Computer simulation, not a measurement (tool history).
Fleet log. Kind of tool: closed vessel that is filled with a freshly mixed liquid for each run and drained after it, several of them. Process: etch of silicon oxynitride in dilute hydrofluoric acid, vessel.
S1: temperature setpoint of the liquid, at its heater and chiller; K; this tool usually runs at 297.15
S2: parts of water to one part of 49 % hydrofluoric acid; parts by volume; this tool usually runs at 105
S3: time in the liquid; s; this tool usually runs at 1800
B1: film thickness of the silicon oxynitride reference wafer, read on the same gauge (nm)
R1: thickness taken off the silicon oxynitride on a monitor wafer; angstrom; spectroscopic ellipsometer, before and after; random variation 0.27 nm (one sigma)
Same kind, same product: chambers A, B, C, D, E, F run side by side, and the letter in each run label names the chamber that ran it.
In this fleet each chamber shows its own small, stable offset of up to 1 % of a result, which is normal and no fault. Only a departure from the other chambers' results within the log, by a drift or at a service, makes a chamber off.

run,day,S1,S2,S3,B1,R1
1A,0.388,297.15,105,1800,109.98,404.20
2D,0.662,297.15,105,1800,109.98,399.67
3F,1.067,297.15,105,1800,110.00,406.60
4C,1.492,297.15,105,1800,110.02,398.37
5E,1.779,297.15,105,1800,110.04,399.38
6B,2.042,299.65,105,1450,110.00,360.74
7B,2.329,299.65,105,1450,109.99,366.45
8F,2.717,299.65,105,1450,109.96,362.97
9E,3.088,299.65,105,1450,109.96,361.47
10D,3.558,299.65,105,1450,110.02,363.33
# day 3.675: chamber C: hydrofluoric acid flow meter replaced
11C,3.983,299.65,105,1450,109.99,363.92
12A,4.308,297.15,105,1800,109.97,401.23
13A,4.692,297.15,105,1800,110.00,402.05
14F,5.104,297.15,105,1800,110.00,404.77
15B,5.383,297.15,105,1800,109.99,404.19
16C,5.850,297.15,105,1800,109.99,397.32
17E,6.146,297.15,105,1800,109.99,401.66
18D,6.454,297.15,105,1800,109.98,401.37
19A,6.738,297.15,105,1800,110.04,403.75
20D,7.021,297.15,105,1800,110.02,402.69
21F,7.429,297.15,105,1800,109.99,399.26
22E,7.679,295.15,105,1800,109.99,366.61
23C,8.154,295.15,105,1800,109.97,365.13
24B,8.471,295.15,105,1800,110.03,364.23
25D,8.875,295.15,105,1800,109.96,365.37
26C,9.167,295.15,105,1800,109.98,365.30
27A,9.662,295.15,105,1800,109.96,366.96
28E,10.112,297.15,105,1800,110.02,410.14
29F,10.496,297.15,105,1800,110.01,404.65
30B,10.996,297.15,105,1800,109.97,397.20
31A,11.325,297.15,105,1800,110.06,404.95
32E,11.604,297.15,105,1800,109.99,420.05
33C,11.833,297.15,105,1800,110.02,398.48
34B,12.112,297.15,105,1800,110.04,401.51
35F,12.462,297.15,105,1800,110.00,402.54
36D,12.696,297.15,105,1800,110.03,404.46
37F,13.067,297.15,105,1800,109.98,400.79
38D,13.542,297.15,145,1800,110.02,283.81
39E,13.796,297.15,145,1800,109.99,292.75

Next, every chamber runs the same settings. What will each give?
40A,14.158,297.15,105,1800,,?
40B,14.158,297.15,105,1800,,?
40C,14.158,297.15,105,1800,,?
40D,14.158,297.15,105,1800,,?
40E,14.158,297.15,105,1800,,?
40F,14.158,297.15,105,1800,,?

run,R1
40A,406.25
40B,400.68
40C,399.03
40D,397.47
40E,424.05
40F,400.96
